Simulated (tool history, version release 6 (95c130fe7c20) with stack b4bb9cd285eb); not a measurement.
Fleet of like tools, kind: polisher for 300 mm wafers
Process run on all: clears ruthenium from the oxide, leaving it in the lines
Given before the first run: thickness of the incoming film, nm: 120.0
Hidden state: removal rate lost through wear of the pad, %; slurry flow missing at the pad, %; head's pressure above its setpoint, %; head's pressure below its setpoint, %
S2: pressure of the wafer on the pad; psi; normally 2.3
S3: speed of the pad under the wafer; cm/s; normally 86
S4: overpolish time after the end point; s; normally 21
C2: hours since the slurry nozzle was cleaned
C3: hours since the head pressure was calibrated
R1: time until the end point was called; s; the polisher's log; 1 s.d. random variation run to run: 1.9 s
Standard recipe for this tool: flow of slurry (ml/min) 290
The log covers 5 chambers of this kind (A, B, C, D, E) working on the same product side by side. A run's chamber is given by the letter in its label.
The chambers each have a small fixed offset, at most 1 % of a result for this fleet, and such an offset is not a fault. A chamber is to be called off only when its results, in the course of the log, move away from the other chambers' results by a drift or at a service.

Run 1E, day 0.338: usual settings; wafers polished on this pad 242; C2 156.3; C3 236.5. Result: R1 125.130 s.
Run 2B, day 0.592: usual settings; wafers polished on this pad 269; C2 434.4; C3 747.4. Result: R1 124.960 s.
Run 3A, day 0.875: usual settings; wafers polished on this pad 730; C2 340.5; C3 580.5. Result: R1 123.790 s.
At day 0.917: chamber D: worn pad replaced by a new one.
Run 4C, day 1.058: usual settings; wafers polished on this pad 274; C2 170.1; C3 1379.2. Result: R1 126.350 s.
Run 5D, day 1.371: usual settings; wafers polished on this pad 87; C2 494.4; C3 315.3. Result: R1 125.810 s.
At day 1.671: chamber A: worn pad replaced by a new one.
Run 6E, day 1.746: usual settings; wafers polished on this pad 512; C2 190.1; C3 270.3. Result: R1 123.290 s.
Run 7B, day 1.967: usual settings; wafers polished on this pad 532; C2 467.4; C3 780.4. Result: R1 126.000 s.
At day 2.171: chamber D: slurry nozzle cleaned.
Run 8C, day 2.296: usual settings; wafers polished on this pad 511; C2 199.8; C3 1408.9. Result: R1 123.630 s.
Run 9A, day 2.567: usual settings; wafers polished on this pad 171; C2 381.1; C3 621.1. Result: R1 123.770 s.
Run 10D, day 2.846: usual settings; wafers polished on this pad 370; C2 16.3; C3 350.7. Result: R1 125.830 s.
At day 2.912: chamber C: worn pad replaced by a new one.
Run 11B, day 3.138: usual settings; wafers polished on this pad 756; C2 495.5; C3 808.5. Result: R1 127.030 s.
At day 3.283: chamber B: worn pad replaced by a new one.
Run 12D, day 3.500: usual settings; wafers polished on this pad 495; C2 32.0; C3 366.4. Result: R1 125.050 s.
At day 3.550: chamber D: head pressure recalibrated.
Run 13C, day 3.704: usual settings; wafers polished on this pad 151; C2 233.6; C3 1442.7. Result: R1 130.570 s.
At day 3.975: chamber E: worn pad replaced by a new one.
Run 14E, day 4.062: usual settings; wafers polished on this pad 17; C2 245.7; C3 325.9. Result: R1 129.990 s.
At day 4.133: chamber C: head pressure recalibrated.
Run 15A, day 4.371: usual settings; wafers polished on this pad 517; C2 424.4; C3 664.4. Result: R1 126.330 s.
Run 16E, day 4.746: usual settings; wafers polished on this pad 148; C2 262.1; C3 342.3. Result: R1 125.560 s.
Run 17B, day 5.000: usual settings but flow of slurry (ml/min) 385, S3 108 cm/s; wafers polished on this pad 329; C2 540.2; C3 853.2. Result: R1 98.039 s.
Run 18C, day 5.246: usual settings but flow of slurry (ml/min) 385, S3 108 cm/s; wafers polished on this pad 446; C2 270.6; C3 26.8. Result: R1 97.111 s.
At day 5.312: chamber A: head pressure recalibrated.
Run 19A, day 5.579: usual settings but flow of slurry (ml/min) 385, S3 108 cm/s; wafers polished on this pad 748; C2 453.4; C3 6.4. Result: R1 97.013 s.
At day 5.783: chamber A: worn pad replaced by a new one.
Run 20D, day 5.800: usual settings but flow of slurry (ml/min) 385, S3 108 cm/s; wafers polished on this pad 935; C2 87.2; C3 54.0. Result: R1 98.117 s.
At day 6.058: chamber C: worn pad replaced by a new one.
At day 6.146: chamber D: worn pad replaced by a new one.
Run 21B, day 6.146: usual settings but flow of slurry (ml/min) 385, S3 108 cm/s; wafers polished on this pad 548; C2 567.7; C3 880.7. Result: R1 95.633 s.
At day 6.154: chamber E: slurry nozzle cleaned.
Run 22A, day 6.338: usual settings; wafers polished on this pad 106; C2 471.6; C3 24.6. Result: R1 125.820 s.
Run 23C, day 6.500: usual settings; wafers polished on this pad 85; C2 300.7; C3 56.9. Result: R1 128.320 s.
Run 24D, day 6.671: usual settings; wafers polished on this pad 100; C2 108.1; C3 74.9. Result: R1 128.480 s.
Run 25E, day 7.017: usual settings; wafers polished on this pad 582; C2 20.8; C3 396.8. Result: R1 123.590 s.
Run 26A, day 7.238: usual settings; wafers polished on this pad 279; C2 493.2; C3 46.2. Result: R1 125.370 s.
Run 27C, day 7.529: usual settings; wafers polished on this pad 282; C2 325.4; C3 81.6. Result: R1 127.300 s.
At day 7.721: chamber B: worn pad replaced by a new one.
Run 28E, day 7.833: usual settings but S3 98 cm/s, S4 27 s; wafers polished on this pad 739; C2 40.4; C3 416.4. Result: R1 108.580 s.
Run 29B, day 8.088: usual settings but S3 98 cm/s, S4 27 s; wafers polished on this pad 70; C2 614.3; C3 927.3. Result: R1 111.880 s.
Run 30D, day 8.467: usual settings but S3 98 cm/s, S4 27 s; wafers polished on this pad 444; C2 151.2; C3 118.0. Result: R1 110.690 s.
At day 8.546: chamber E: worn pad replaced by a new one.
Run 31B, day 8.725: usual settings but S3 98 cm/s, S4 27 s; wafers polished on this pad 192; C2 629.6; C3 942.6. Result: R1 112.090 s.
At day 8.821: chamber C: worn pad replaced by a new one.
Run 32C, day 9.038: usual settings but S3 98 cm/s, S4 27 s; wafers polished on this pad 41; C2 361.6; C3 117.8. Result: R1 106.770 s.
Run 33E, day 9.304: usual settings; wafers polished on this pad 145; C2 75.7; C3 451.7. Result: R1 124.340 s.
Run 34A, day 9.533: usual settings; wafers polished on this pad 718; C2 548.3; C3 101.3. Result: R1 123.780 s.
Run 35D, day 9.808: usual settings; wafers polished on this pad 701; C2 183.4; C3 150.2. Result: R1 121.710 s.
At day 9.854: chamber A: worn pad replaced by a new one.
Run 36A, day 10.058: usual settings; wafers polished on this pad 39; C2 560.9; C3 113.9. Result: R1 123.100 s.
Run 37E, day 10.304: usual settings but S4 29 s; wafers polished on this pad 337; C2 99.7; C3 475.7. Result: R1 127.680 s.
Run 38D, day 10.538: usual settings but S4 29 s; wafers polished on this pad 840; C2 200.9; C3 167.7. Result: R1 122.460 s.
Run 39C, day 10.896: usual settings but S4 29 s; wafers polished on this pad 397; C2 406.2; C3 162.4. Result: R1 127.590 s.
Run 40B, day 11.146: usual settings but S4 29 s; wafers polished on this pad 656; C2 687.7; C3 1000.7. Result: R1 127.560 s.
At day 11.375: chamber D: worn pad replaced by a new one.
Run 41B, day 11.504: usual settings but S4 29 s; wafers polished on this pad 724; C2 696.3; C3 1009.3. Result: R1 125.440 s.
Run 42A, day 11.858: usual settings; wafers polished on this pad 384; C2 604.1; C3 157.1. Result: R1 126.910 s.
Run 43E, day 12.200: usual settings; wafers polished on this pad 700; C2 145.2; C3 521.2. Result: R1 125.240 s.
Run 44D, day 12.546: usual settings; wafers polished on this pad 224; C2 249.1; C3 215.9. Result: R1 126.440 s.

For the next run the whole fleet of 5 chambers uses the same settings. Give each chamber's results:
Run 45A, day 12.817: usual settings but S2 3.0 psi. Result: R1 ?.
Run 45B, day 12.817: usual settings but S2 3.0 psi. Result: R1 ?.
Run 45C, day 12.817: usual settings but S2 3.0 psi. Result: R1 ?.
Run 45D, day 12.817: usual settings but S2 3.0 psi. Result: R1 ?.
Run 45E, day 12.817: usual settings but S2 3.0 psi. Result: R1 ?.

run      R1
45A  99.137
45B  97.894
45C  96.298
45D  97.551
45E  96.485
